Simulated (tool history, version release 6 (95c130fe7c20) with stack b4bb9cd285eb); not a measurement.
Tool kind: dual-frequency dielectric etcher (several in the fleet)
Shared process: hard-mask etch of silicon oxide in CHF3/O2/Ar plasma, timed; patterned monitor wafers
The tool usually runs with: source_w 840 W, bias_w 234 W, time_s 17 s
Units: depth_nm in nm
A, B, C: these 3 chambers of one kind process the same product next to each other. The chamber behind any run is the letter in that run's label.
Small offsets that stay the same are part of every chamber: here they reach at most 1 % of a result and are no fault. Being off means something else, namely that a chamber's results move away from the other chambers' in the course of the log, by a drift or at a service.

| run | hour | source_w | bias_w | time_s | hours since the last wet clean | hours since the last source power generator calibration | hours since the last bias power generator calibration | read-back reference wafer on the same gauge, depth_nm | depth_nm |
|---|---|---|---|---|---|---|---|---|---|
| 1C | 6.1 | 840 | 234 | 17 | 599.9 | 1232.5 | 1021.7 | 48.498 | 41.646 |
| 2A | 16.2 | 840 | 234 | 17 | 232.4 | 1944.2 | 918 | 48.531 | 41.798 |
|  | 18.2 | chamber C: wet clean of the chamber |
| 3B | 21.8 | 840 | 234 | 17 | 423.9 | 4080 | 2215.5 | 48.514 | 41.431 |
| 4B | 28.8 | 840 | 234 | 17 | 430.9 | 4087 | 2222.5 | 48.515 | 41.406 |
| 5A | 34.5 | 840 | 234 | 17 | 250.7 | 1962.5 | 936.3 | 48.548 | 41.632 |
| 6C | 42 | 840 | 234 | 17 | 23.8 | 1268.4 | 1057.6 | 48.546 | 41.747 |
| 7C | 47.8 | 840 | 234 | 17 | 29.6 | 1274.2 | 1063.4 | 48.53 | 41.704 |
| 8A | 54.2 | 840 | 234 | 17 | 270.4 | 1982.2 | 956 | 48.555 | 41.823 |
| 9B | 62.8 | 840 | 234 | 17 | 464.9 | 4121 | 2256.5 | 48.569 | 41.486 |
| 10A | 73.9 | 840 | 234 | 17 | 290.1 | 2001.9 | 975.7 | 48.581 | 41.95 |
|  | 77 | chamber B: wet clean of the chamber |
|  | 79 | chamber A: source power generator calibrated |
| 11B | 81.6 | 840 | 234 | 17 | 4.6 | 4139.8 | 2275.3 | 48.597 | 41.432 |
| 12C | 93 | 680 | 212 | 17 | 74.8 | 1319.4 | 1108.6 | 48.614 | 37.324 |
| 13C | 99.4 | 680 | 212 | 17 | 81.2 | 1325.8 | 1115 | 48.607 | 37.327 |
| 14A | 105.2 | 680 | 212 | 17 | 321.4 | 26.3 | 1007 | 48.609 | 37.265 |
| 15B | 113.8 | 840 | 234 | 17 | 36.8 | 4172 | 2307.5 | 48.615 | 41.343 |
| 16A | 125.8 | 840 | 234 | 17 | 342 | 46.9 | 1027.6 | 48.635 | 41.973 |
| 17B | 137.1 | 840 | 234 | 17 | 60.1 | 4195.3 | 2330.8 | 48.648 | 41.556 |
| 18C | 145 | 960 | 234 | 14.5 | 126.8 | 1371.4 | 1160.6 | 48.644 | 37.424 |
| 19B | 156.3 | 960 | 234 | 14.5 | 79.3 | 4214.5 | 2350 | 48.672 | 37.198 |
| 20A | 165.7 | 960 | 234 | 14.5 | 381.9 | 86.8 | 1067.5 | 48.666 | 37.642 |
| 21C | 173.2 | 840 | 234 | 17 | 155 | 1399.6 | 1188.8 | 48.696 | 41.771 |
| 22A | 180.4 | 840 | 234 | 17 | 396.6 | 101.5 | 1082.2 | 48.725 | 41.964 |
| 23B | 186.6 | 840 | 178 | 14.5 | 109.6 | 4244.8 | 2380.3 | 48.686 | 32.276 |
| 24C | 196.5 | 840 | 178 | 14.5 | 178.3 | 1422.9 | 1212.1 | 48.702 | 32.535 |
| 25B | 207 | 840 | 178 | 14.5 | 130 | 4265.2 | 2400.7 | 48.735 | 32.345 |
| 26A | 217.5 | 840 | 234 | 17 | 433.7 | 138.6 | 1119.3 | 48.737 | 42.08 |
| 27C | 225.9 | 840 | 234 | 17 | 207.7 | 1452.3 | 1241.5 | 48.743 | 41.794 |
| 28B | 233.4 | 840 | 234 | 17 | 156.4 | 4291.6 | 2427.1 | 48.745 | 41.484 |
| 29A | 241.9 | 840 | 234 | 17 | 458.1 | 163 | 1143.7 | 48.766 | 42.067 |
| 30C | 249.3 | 840 | 234 | 17 | 231.1 | 1475.7 | 1264.9 | 48.767 | 41.9 |
| 31B | 259.8 | 840 | 289 | 17 | 182.8 | 4318 | 2453.5 | 48.783 | 44.948 |

Is one chamber off against the others, does the gauge drift, or is nothing wrong? If a chamber is off, say which, and what the likeliest cause is.

None of the chambers is off. What moves is the gauge, dragging all their readings along together.
Most likely cause: gauge reads high (%) = 0.605.

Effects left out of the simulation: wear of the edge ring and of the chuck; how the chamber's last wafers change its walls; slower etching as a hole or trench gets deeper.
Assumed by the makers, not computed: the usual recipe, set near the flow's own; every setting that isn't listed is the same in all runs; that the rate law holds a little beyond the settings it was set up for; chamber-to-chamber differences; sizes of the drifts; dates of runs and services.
